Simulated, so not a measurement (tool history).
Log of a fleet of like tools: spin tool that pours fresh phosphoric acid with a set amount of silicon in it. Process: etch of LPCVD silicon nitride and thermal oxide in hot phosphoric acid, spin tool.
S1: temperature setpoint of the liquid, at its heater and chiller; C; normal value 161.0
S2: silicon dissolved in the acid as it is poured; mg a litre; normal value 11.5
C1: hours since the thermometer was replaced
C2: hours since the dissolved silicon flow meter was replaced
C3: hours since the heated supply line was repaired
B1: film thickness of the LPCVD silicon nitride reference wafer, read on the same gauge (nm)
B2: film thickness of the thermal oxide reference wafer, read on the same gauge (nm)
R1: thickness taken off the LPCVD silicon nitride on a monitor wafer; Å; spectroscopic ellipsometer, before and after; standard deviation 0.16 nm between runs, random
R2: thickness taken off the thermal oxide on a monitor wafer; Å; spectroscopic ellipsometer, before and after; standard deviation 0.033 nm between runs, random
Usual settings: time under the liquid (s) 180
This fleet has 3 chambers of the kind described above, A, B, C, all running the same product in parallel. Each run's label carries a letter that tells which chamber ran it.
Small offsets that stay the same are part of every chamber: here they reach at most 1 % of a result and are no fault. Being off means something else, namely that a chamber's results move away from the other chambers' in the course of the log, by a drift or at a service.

run 1C hour=7.3 | S1=161.0 S2=11.5 time_under_the_liquid_(s)=180 | C1=761.4 C2=963.6 C3=1886.6 | B1=90.009 B2=140.01 | R1=168.66 R2=4.3228
run 2A hour=12.1 | S1=161.0 S2=11.5 time_under_the_liquid_(s)=180 | C1=367.3 C2=1618.5 C3=1855.3 | B1=89.995 B2=139.98 | R1=166.83 R2=4.4529
run 3B hour=18.5 | S1=161.0 S2=11.5 time_under_the_liquid_(s)=180 | C1=185.9 C2=35.1 C3=271.1 | B1=89.995 B2=140.00 | R1=169.12 R2=3.8533
run 4C hour=24.1 | S1=161.0 S2=11.5 time_under_the_liquid_(s)=180 | C1=778.2 C2=980.4 C3=1903.4 | B1=90.015 B2=139.99 | R1=168.76 R2=4.8155
run 5B hour=28.4 | S1=161.0 S2=11.5 time_under_the_liquid_(s)=180 | C1=195.8 C2=45.0 C3=281.0 | B1=90.010 B2=139.98 | R1=167.72 R2=3.7753
run 6A hour=33.7 | S1=161.0 S2=11.5 time_under_the_liquid_(s)=180 | C1=388.9 C2=1640.1 C3=1876.9 | B1=89.991 B2=140.00 | R1=165.11 R2=3.8011
run 7C hour=37.6 | S1=161.0 S2=11.5 time_under_the_liquid_(s)=180 | C1=791.7 C2=993.9 C3=1916.9 | B1=90.009 B2=139.99 | R1=162.78 R2=4.3457
run 8A hour=42.7 | S1=161.0 S2=11.5 time_under_the_liquid_(s)=180 | C1=397.9 C2=1649.1 C3=1885.9 | B1=90.003 B2=140.00 | R1=166.71 R2=4.1763
run 9B hour=45.8 | S1=161.0 S2=11.5 time_under_the_liquid_(s)=180 | C1=213.2 C2=62.4 C3=298.4 | B1=89.985 B2=140.01 | R1=166.38 R2=4.2768
run 10C hour=50.6 | S1=161.0 S2=11.5 time_under_the_liquid_(s)=180 | C1=804.7 C2=1006.9 C3=1929.9 | B1=89.995 B2=139.97 | R1=166.55 R2=4.1275
run 11A hour=56.8 | S1=161.0 S2=11.5 time_under_the_liquid_(s)=180 | C1=412.0 C2=1663.2 C3=1900.0 | B1=89.996 B2=139.98 | R1=163.56 R2=4.2856
run 12B hour=63.0 | S1=161.0 S2=11.5 time_under_the_liquid_(s)=180 | C1=230.4 C2=79.6 C3=315.6 | B1=90.013 B2=139.99 | R1=166.30 R2=3.8592
run 13C hour=69.4 | S1=161.0 S2=11.5 time_under_the_liquid_(s)=180 | C1=823.5 C2=1025.7 C3=1948.7 | B1=90.019 B2=140.02 | R1=166.03 R2=4.1656
run 14B hour=73.7 | S1=161.0 S2=11.5 time_under_the_liquid_(s)=180 | C1=241.1 C2=90.3 C3=326.3 | B1=90.010 B2=140.00 | R1=165.68 R2=4.7623
-- hour=77.0 chamber A: dissolved silicon flow meter replaced
run 15A hour=77.1 | S1=161.0 S2=11.5 time_under_the_liquid_(s)=180 | C1=432.3 C2=0.2 C3=1920.3 | B1=90.009 B2=140.00 | R1=169.05 R2=4.2108
run 16B hour=83.5 | S1=161.0 S2=11.5 time_under_the_liquid_(s)=180 | C1=250.9 C2=100.1 C3=336.1 | B1=90.005 B2=139.97 | R1=165.12 R2=4.2280
run 17C hour=89.1 | S1=161.0 S2=11.5 time_under_the_liquid_(s)=180 | C1=843.2 C2=1045.4 C3=1968.4 | B1=89.993 B2=140.04 | R1=166.25 R2=3.9162
run 18A hour=92.4 | S1=161.0 S2=11.5 time_under_the_liquid_(s)=180 | C1=447.6 C2=15.5 C3=1935.6 | B1=90.029 B2=139.98 | R1=164.02 R2=3.9575
run 19B hour=96.9 | S1=161.0 S2=11.5 time_under_the_liquid_(s)=180 | C1=264.3 C2=113.5 C3=349.5 | B1=90.004 B2=139.99 | R1=164.96 R2=3.9115
run 20A hour=101.8 | S1=161.0 S2=11.5 time_under_the_liquid_(s)=180 | C1=457.0 C2=24.9 C3=1945.0 | B1=90.017 B2=140.01 | R1=165.66 R2=3.7368
run 21C hour=107.5 | S1=161.0 S2=5.5 time_under_the_liquid_(s)=275 | C1=861.6 C2=1063.8 C3=1986.8 | B1=90.002 B2=140.02 | R1=255.73 R2=7.7904
run 22B hour=112.9 | S1=161.0 S2=5.5 time_under_the_liquid_(s)=275 | C1=280.3 C2=129.5 C3=365.5 | B1=89.998 B2=139.99 | R1=254.66 R2=6.8979
run 23C hour=116.9 | S1=161.0 S2=5.5 time_under_the_liquid_(s)=275 | C1=871.0 C2=1073.2 C3=1996.2 | B1=89.990 B2=139.98 | R1=254.33 R2=6.6447
run 24A hour=122.6 | S1=161.0 S2=11.5 time_under_the_liquid_(s)=180 | C1=477.8 C2=45.7 C3=1965.8 | B1=89.993 B2=139.99 | R1=166.66 R2=4.2728
run 25B hour=127.8 | S1=161.0 S2=11.5 time_under_the_liquid_(s)=180 | C1=295.2 C2=144.4 C3=380.4 | B1=89.986 B2=140.01 | R1=163.90 R2=3.9010
run 26C hour=131.4 | S1=161.0 S2=11.5 time_under_the_liquid_(s)=180 | C1=885.5 C2=1087.7 C3=2010.7 | B1=90.018 B2=139.99 | R1=167.84 R2=3.4949
run 27A hour=137.3 | S1=163.0 S2=11.5 time_under_the_liquid_(s)=180 | C1=492.5 C2=60.4 C3=1980.5 | B1=89.995 B2=139.98 | R1=177.91 R2=5.2514
run 28A hour=141.4 | S1=163.0 S2=11.5 time_under_the_liquid_(s)=180 | C1=496.6 C2=64.5 C3=1984.6 | B1=90.025 B2=139.98 | R1=178.62 R2=4.3145
run 29B hour=145.1 | S1=163.0 S2=11.5 time_under_the_liquid_(s)=180 | C1=312.5 C2=161.7 C3=397.7 | B1=89.992 B2=139.98 | R1=175.89 R2=4.6326
run 30C hour=151.2 | S1=161.0 S2=11.5 time_under_the_liquid_(s)=180 | C1=905.3 C2=1107.5 C3=2030.5 | B1=89.997 B2=139.98 | R1=166.86 R2=3.6804
run 31B hour=157.4 | S1=161.0 S2=11.5 time_under_the_liquid_(s)=180 | C1=324.8 C2=174.0 C3=410.0 | B1=89.989 B2=140.01 | R1=164.73 R2=4.3409
run 32C hour=160.8 | S1=159.5 S2=17.0 time_under_the_liquid_(s)=180 | C1=914.9 C2=1117.1 C3=2040.1 | B1=90.004 B2=140.00 | R1=157.60 R2=2.8100
run 33A hour=166.9 | S1=159.5 S2=17.0 time_under_the_liquid_(s)=180 | C1=522.1 C2=90.0 C3=2010.1 | B1=90.005 B2=139.98 | R1=157.64 R2=3.1394
run 34A hour=173.2 | S1=159.5 S2=17.0 time_under_the_liquid_(s)=180 | C1=528.4 C2=96.3 C3=2016.4 | B1=90.002 B2=140.01 | R1=159.07 R2=3.3854
run 35C hour=178.7 | S1=161.0 S2=11.5 time_under_the_liquid_(s)=180 | C1=932.8 C2=1135.0 C3=2058.0 | B1=89.989 B2=140.02 | R1=165.82 R2=3.9269
run 36B hour=185.3 | S1=161.0 S2=11.5 time_under_the_liquid_(s)=180 | C1=352.7 C2=201.9 C3=437.9 | B1=90.018 B2=140.02 | R1=167.61 R2=4.1605
run 37A hour=189.4 | S1=161.0 S2=11.5 time_under_the_liquid_(s)=180 | C1=544.6 C2=112.5 C3=2032.6 | B1=89.980 B2=139.99 | R1=166.21 R2=3.8345

What goes on in this fleet: one chamber off, a drifting gauge, or nothing beyond the chambers' own small offsets? Name the chamber and the cause, if any.

Beyond each chamber's small constant offset nothing stands out, and the gauge stays steady.

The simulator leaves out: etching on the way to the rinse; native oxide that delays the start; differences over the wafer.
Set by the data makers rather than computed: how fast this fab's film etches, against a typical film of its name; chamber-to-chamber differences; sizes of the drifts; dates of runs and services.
